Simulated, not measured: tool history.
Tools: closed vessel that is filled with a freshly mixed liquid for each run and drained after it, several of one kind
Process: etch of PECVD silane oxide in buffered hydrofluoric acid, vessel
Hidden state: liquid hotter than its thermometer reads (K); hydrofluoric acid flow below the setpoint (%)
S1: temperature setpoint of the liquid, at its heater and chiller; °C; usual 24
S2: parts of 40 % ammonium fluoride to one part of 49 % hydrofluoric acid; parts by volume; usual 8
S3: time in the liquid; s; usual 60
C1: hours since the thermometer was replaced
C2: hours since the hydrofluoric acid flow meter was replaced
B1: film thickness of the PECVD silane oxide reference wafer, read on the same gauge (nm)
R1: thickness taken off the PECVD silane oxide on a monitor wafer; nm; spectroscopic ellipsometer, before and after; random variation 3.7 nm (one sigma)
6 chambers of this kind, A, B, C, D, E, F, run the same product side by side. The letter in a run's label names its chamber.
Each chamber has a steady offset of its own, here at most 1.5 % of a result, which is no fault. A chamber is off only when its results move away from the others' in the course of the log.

run,hour,S1,S2,S3,C1,C2,B1,R1
1C,12.5,24,8,60,404.1,476.5,120,368.53
2B,27.5,24,8,60,408.7,478.1,119.96,367.93
3E,35,24,8,60,776.6,38.7,120,358.65
4A,46.5,24,8,60,347.2,414.3,120.03,368.99
5D,61,24,8,60,1582.3,504.2,120,364.44
6F,72.4,24,8,60,702.1,983.9,119.99,368.23
7A,87.6,24,8,60,388.3,455.4,120,368.43
8B,101.6,24,8,60,482.8,552.2,120.01,372
9F,115.5,24,8,60,745.2,1027,119.98,365.73
10D,130.5,24,8,60,1651.8,573.7,120.03,372.53
# hour 132.7: chamber F: thermometer replaced
11E,143.4,24,8,60,885,147.1,119.97,368.08
12C,157.2,24,8,60,548.8,621.2,119.97,368.45
13A,167.5,24,8,60,468.2,535.3,120.02,359.89
14B,181.5,24,8,60,562.7,632.1,120.02,370.96
15F,190.5,24,10,40,57.9,1102,120.01,197.22
16E,203.8,24,10,40,945.4,207.5,120.01,199.71
17D,218.4,24,10,40,1739.7,661.6,120.01,202.82
18C,228.9,24,10,40,620.5,692.9,119.97,201.8
19B,238.4,24,10,40,619.6,689,120.01,203.5
20C,252.8,24,10,40,644.4,716.8,120,204.71
21D,265.4,24,8,60,1786.7,708.6,120.01,368.92
22F,277.3,24,8,60,144.7,1188.8,119.98,362.33
23A,284.1,24,8,60,584.8,651.9,119.99,360.37
24E,297.8,24,8,60,1039.4,301.5,120,363.61
25A,305.4,24,8,60,606.1,673.2,120.01,356.98
26B,316.6,24,8,60,697.8,767.2,120.01,373.52
27F,324.2,24,5.5,60,191.6,1235.7,120,523.44
28C,331.4,24,5.5,60,723,795.4,120.02,534.3
# hour 332.2: chamber C: thermometer replaced
29E,343.5,24,5.5,60,1085.1,347.2,120.01,514.87
30D,357.7,24,5.5,60,1879,800.9,119.99,526.97
# hour 358.6: chamber E: hydrofluoric acid flow meter replaced
31A,372.2,24,5.5,60,672.9,740,119.99,501.05
32E,384.5,24,5.5,60,1126.1,25.9,119.97,528.18
33D,393.7,24,8,60,1915,836.9,120.02,369.53
34F,403.6,24,8,60,271,1315.1,120,365.85
# hour 405.3: chamber A: thermometer replaced
35C,410.7,20,8,35,78.6,874.7,119.98,173.32
36B,423,20,8,35,804.2,873.6,119.99,171.93
37A,432,20,8,35,26.7,799.8,120.04,159.91
38B,442.5,20,8,35,823.7,893.1,119.98,172.8
39E,450.6,20,8,35,1192.2,92,120.03,169.73
40F,463.6,20,8,35,331,1375.1,119.99,171.84

Next, every chamber runs the same settings. What will each give?
41A,474.5,24,8,60,,,,?
41B,474.5,24,8,60,,,,?
41C,474.5,24,8,60,,,,?
41D,474.5,24,8,60,,,,?
41E,474.5,24,8,60,,,,?
41F,474.5,24,8,60,,,,?

run,R1
41A,340.07
41B,376.31
41C,365.82
41D,369.52
41E,365.92
41F,363.37

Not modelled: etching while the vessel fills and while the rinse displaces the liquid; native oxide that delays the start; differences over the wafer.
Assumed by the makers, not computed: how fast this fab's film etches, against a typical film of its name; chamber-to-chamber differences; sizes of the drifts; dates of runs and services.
